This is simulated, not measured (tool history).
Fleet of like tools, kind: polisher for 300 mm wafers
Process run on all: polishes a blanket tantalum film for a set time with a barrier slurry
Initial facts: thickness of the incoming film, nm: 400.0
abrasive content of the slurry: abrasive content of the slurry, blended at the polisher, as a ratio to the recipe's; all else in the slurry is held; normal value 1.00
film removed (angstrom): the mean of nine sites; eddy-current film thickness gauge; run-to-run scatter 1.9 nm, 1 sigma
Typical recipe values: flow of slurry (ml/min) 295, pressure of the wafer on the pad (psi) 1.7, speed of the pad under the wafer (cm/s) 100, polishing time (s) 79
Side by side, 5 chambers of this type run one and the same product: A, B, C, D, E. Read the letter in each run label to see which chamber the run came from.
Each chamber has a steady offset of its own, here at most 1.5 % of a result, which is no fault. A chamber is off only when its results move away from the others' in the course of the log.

run	hour	flow of slurry (ml/min)	pressure of the wafer on the pad (psi)	speed of the pad under the wafer (cm/s)	abrasive content of the slurry	polishing time (s)	film removed (angstrom)
1C	4.6	295	1.7	100	1.00	79	1349.30
# hour 5.3: chamber C: worn pad replaced by a new one
2B	12.1	295	1.7	100	1.00	79	1364.10
3A	16.8	295	1.7	100	1.00	79	1373.90
4E	24.4	295	1.7	100	1.00	79	1329.50
5D	30.4	295	1.7	100	1.00	79	1359.90
6A	34.3	295	1.7	100	1.15	79	1439.10
7C	40.2	295	1.7	100	1.15	79	1405.90
# hour 43.7: chamber A: worn pad replaced by a new one
8B	44.4	295	1.7	100	1.15	79	1427.70
9D	49.1	295	1.7	100	1.15	79	1412.20
10E	54.4	295	1.7	100	1.15	79	1397.60
11A	62.3	295	1.7	100	1.00	79	1344.60
12B	68.3	295	1.3	100	1.00	79	1057.60
13D	76.2	295	1.3	100	1.00	79	1032.10
14C	82.7	295	1.3	100	1.00	79	1025.20
# hour 83.5: chamber E: head pressure recalibrated
15E	90.0	295	1.3	100	1.00	79	1023.70
# hour 93.9: chamber B: slurry blender recalibrated
16A	96.4	295	1.3	100	1.00	79	1092.20
17E	104.1	295	1.7	100	1.00	79	1310.20
# hour 104.3: chamber C: slurry nozzle cleaned
18B	111.6	295	1.7	100	1.00	79	1350.80
19D	118.0	295	1.7	100	1.00	79	1352.70
20C	124.8	295	1.7	100	1.00	79	1352.80
21A	130.3	295	1.7	100	1.00	57	1036.00
# hour 132.8: chamber D: worn pad replaced by a new one
22B	136.2	295	1.7	100	1.00	57	985.21
23E	142.1	295	1.7	100	1.00	57	944.78
24D	150.2	295	1.7	100	1.00	57	979.00
# hour 156.2: chamber E: slurry blender recalibrated
25C	156.9	295	1.7	100	1.00	57	982.19
26E	165.0	295	1.7	100	1.00	79	1374.30
# hour 167.4: chamber C: worn pad replaced by a new one
27C	169.9	295	1.7	100	1.00	79	1332.60
28D	173.9	295	1.7	100	1.00	79	1390.50
# hour 178.9: chamber B: worn pad replaced by a new one
29A	182.0	295	1.7	100	1.00	79	1465.10
30B	187.8	295	1.7	100	1.00	79	1365.60

Is one chamber out of step, is the gauge drifting, or do the chambers differ by no more than their own small offsets? For an off chamber, give its letter and the likeliest cause.

It is chamber A that slowly wanders off from its peers.
Most likely cause: head's pressure above its setpoint, % = 8.37.

Here are 4 candidates for chamber A's next run, each the usual settings with a change, their results left as question marks. Which one brings its results back in line with what the others give on the usual settings?
In line here means within this much of the mean the other chambers give on the usual settings: film removed (angstrom) 67.00
31A-1	194.3	295	1.7	108	1.00	79	?
31A-2	194.3	295	1.6	94	1.00	74	?
31A-3	194.3	295	1.7	108	1.00	86	?
31A-4	194.3	295	1.7	96	1.00	75	?

Average result of the remaining chambers running the usual settings: film removed (angstrom) 1354.40
run	film removed (angstrom)
31A-1	1603.90
31A-2	1231.10
31A-3	1746.00
31A-4	1352.80
With 31A-4, the chamber falls back in line with the rest.
